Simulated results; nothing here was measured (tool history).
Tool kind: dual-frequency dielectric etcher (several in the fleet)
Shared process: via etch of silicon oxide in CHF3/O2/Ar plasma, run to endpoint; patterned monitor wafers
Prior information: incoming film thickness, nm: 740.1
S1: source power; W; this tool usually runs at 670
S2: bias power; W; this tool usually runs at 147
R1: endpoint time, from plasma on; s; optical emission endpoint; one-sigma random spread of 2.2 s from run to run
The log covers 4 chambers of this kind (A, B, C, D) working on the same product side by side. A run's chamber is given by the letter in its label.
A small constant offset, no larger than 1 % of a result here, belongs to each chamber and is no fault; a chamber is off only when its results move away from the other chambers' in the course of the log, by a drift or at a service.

run   hour   S1   S2      R1
 1C    6.7  670  147  383.66
 2B   11.5  670  147  382.53
 3A   17.8  670  147  383.32
 4D   23.7  670  147  380.23
 5A   28.0  670  147  385.36
 6D   32.3  670  176  357.61
 7B   38.2  670  176  361.36
 8C   43.6  670  176  363.14
 9A   48.1  670  176  362.56
10B   52.9  670  147  379.86
11D   56.3  550  164  395.89
12C   62.2  550  164  403.04
13B   68.6  550  164  400.39
14C   74.3  550  164  398.48
15D   78.7  670  147  378.72
16A   85.3  670  147  378.70
17B   90.1  670  147  377.95
18D   94.4  600  174  371.99
19C   98.6  600  174  376.07
20A  104.4  600  174  378.21
21C  108.1  600  174  377.41
     110.5  -- chamber D: wet clean of the chamber
22A  113.1  670  147  384.78
23D  118.5  670  147  379.96
24B  124.9  670  147  385.51
25D  129.3  670  147  379.24
26B  132.6  670  147  382.44
27A  137.7  800  120  380.06
28C  142.2  800  120  383.06
29C  146.2  800  120  382.99
     146.3  -- chamber B: source power generator calibrated
30B  150.6  800  120  379.59
31D  155.2  560  135  417.41
32A  161.8  560  135  420.88
33B  166.9  560  135  419.23
34A  171.2  560  135  422.54
35D  174.5  670  147  380.51

All chambers now run identical settings, listed one chamber a line with results as question marks. What results will each chamber show?
36A  179.3  670  147   ?
36B  179.3  670  147   ?
36C  179.3  670  147   ?
36D  179.3  670  147   ?

run      R1
36A  384.22
36B  381.44
36C  384.52
36D  379.69
